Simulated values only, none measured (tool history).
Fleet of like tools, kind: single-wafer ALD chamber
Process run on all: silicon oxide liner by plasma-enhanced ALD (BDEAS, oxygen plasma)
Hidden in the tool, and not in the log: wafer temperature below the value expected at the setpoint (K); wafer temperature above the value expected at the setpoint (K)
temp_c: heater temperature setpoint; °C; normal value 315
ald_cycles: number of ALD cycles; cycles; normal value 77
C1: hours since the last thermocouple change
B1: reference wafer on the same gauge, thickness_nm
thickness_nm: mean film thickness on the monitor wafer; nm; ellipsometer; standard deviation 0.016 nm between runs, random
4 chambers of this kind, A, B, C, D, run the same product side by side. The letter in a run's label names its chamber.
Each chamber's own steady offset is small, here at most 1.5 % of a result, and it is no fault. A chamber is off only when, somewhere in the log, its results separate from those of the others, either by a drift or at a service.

Run 1B, hour 14.7: usual settings; C1 2222.1; B1 6.7627. Result: thickness_nm 7.1204 nm.
Run 2C, hour 24.6: usual settings; C1 932.8; B1 6.7606. Result: thickness_nm 7.0121 nm.
Run 3A, hour 36.1: usual settings; C1 1613.0; B1 6.7553. Result: thickness_nm 7.0365 nm.
At hour 49.1: chamber D: thermocouple changed; heater temperature recalibrated.
Run 4D, hour 49.3: usual settings; C1 0.3; B1 6.7578. Result: thickness_nm 7.0596 nm.
Run 5C, hour 62.2: usual settings but temp_c 328 °C, ald_cycles 64 cycles; C1 970.4; B1 6.7620. Result: thickness_nm 5.7364 nm.
Run 6B, hour 76.6: usual settings but temp_c 328 °C, ald_cycles 64 cycles; C1 2284.0; B1 6.7580. Result: thickness_nm 5.7832 nm.
Run 7D, hour 84.8: usual settings but temp_c 328 °C, ald_cycles 64 cycles; C1 35.8; B1 6.7619. Result: thickness_nm 5.7769 nm.
Run 8A, hour 98.9: usual settings but temp_c 328 °C, ald_cycles 64 cycles; C1 1675.8; B1 6.7607. Result: thickness_nm 5.7206 nm.
Run 9B, hour 110.5: usual settings; C1 2317.9; B1 6.7600. Result: thickness_nm 7.0728 nm.
Run 10C, hour 117.8: usual settings; C1 1026.0; B1 6.7626. Result: thickness_nm 7.0098 nm.
Run 11A, hour 127.9: usual settings; C1 1704.8; B1 6.7613. Result: thickness_nm 7.0142 nm.
Run 12D, hour 136.3: usual settings; C1 87.3; B1 6.7602. Result: thickness_nm 7.0629 nm.
Run 13B, hour 143.2: usual settings; C1 2350.6; B1 6.7580. Result: thickness_nm 7.0533 nm.
Run 14D, hour 152.3: usual settings but ald_cycles 64 cycles; C1 103.3; B1 6.7612. Result: thickness_nm 5.8413 nm.
Run 15C, hour 159.8: usual settings but ald_cycles 64 cycles; C1 1068.0; B1 6.7583. Result: thickness_nm 5.8107 nm.
Run 16A, hour 173.8: usual settings but ald_cycles 64 cycles; C1 1750.7; B1 6.7602. Result: thickness_nm 5.8424 nm.
Run 17B, hour 185.7: usual settings but ald_cycles 64 cycles; C1 2393.1; B1 6.7624. Result: thickness_nm 5.8895 nm.
Run 18D, hour 198.9: usual settings but temp_c 324 °C; C1 149.9; B1 6.7602. Result: thickness_nm 6.9919 nm.
Run 19A, hour 212.7: usual settings but temp_c 324 °C; C1 1789.6; B1 6.7577. Result: thickness_nm 6.9266 nm.
Run 20C, hour 225.4: usual settings but temp_c 324 °C; C1 1133.6; B1 6.7611. Result: thickness_nm 6.9717 nm.
Run 21C, hour 238.0: usual settings but temp_c 324 °C; C1 1146.2; B1 6.7584. Result: thickness_nm 6.9227 nm.
Run 22D, hour 250.8: usual settings; C1 201.8; B1 6.7563. Result: thickness_nm 7.0773 nm.
Run 23A, hour 257.8: usual settings; C1 1834.7; B1 6.7591. Result: thickness_nm 7.0390 nm.
Run 24B, hour 264.8: usual settings; C1 2472.2; B1 6.7607. Result: thickness_nm 7.0952 nm.
Run 25B, hour 273.8: usual settings; C1 2481.2; B1 6.7553. Result: thickness_nm 7.0868 nm.
Run 26D, hour 283.1: usual settings; C1 234.1; B1 6.7615. Result: thickness_nm 7.0778 nm.
Run 27A, hour 291.1: usual settings; C1 1868.0; B1 6.7585. Result: thickness_nm 7.0113 nm.
Run 28C, hour 303.2: usual settings; C1 1211.4; B1 6.7596. Result: thickness_nm 7.0236 nm.
Run 29D, hour 317.3: usual settings; C1 268.3; B1 6.7578. Result: thickness_nm 7.0546 nm.
Run 30A, hour 332.3: usual settings; C1 1909.2; B1 6.7633. Result: thickness_nm 7.0210 nm.
Run 31B, hour 339.3: usual settings; C1 2546.7; B1 6.7543. Result: thickness_nm 7.0912 nm.

Has any chamber moved away from the others, gradually or after a service, or does the common gauge drift, or do the chambers differ only by their own small steady offsets? State the chamber and the most likely cause if one applies.

Neither any chamber nor the gauge drifts; the chambers differ only by their own small, steady offsets.

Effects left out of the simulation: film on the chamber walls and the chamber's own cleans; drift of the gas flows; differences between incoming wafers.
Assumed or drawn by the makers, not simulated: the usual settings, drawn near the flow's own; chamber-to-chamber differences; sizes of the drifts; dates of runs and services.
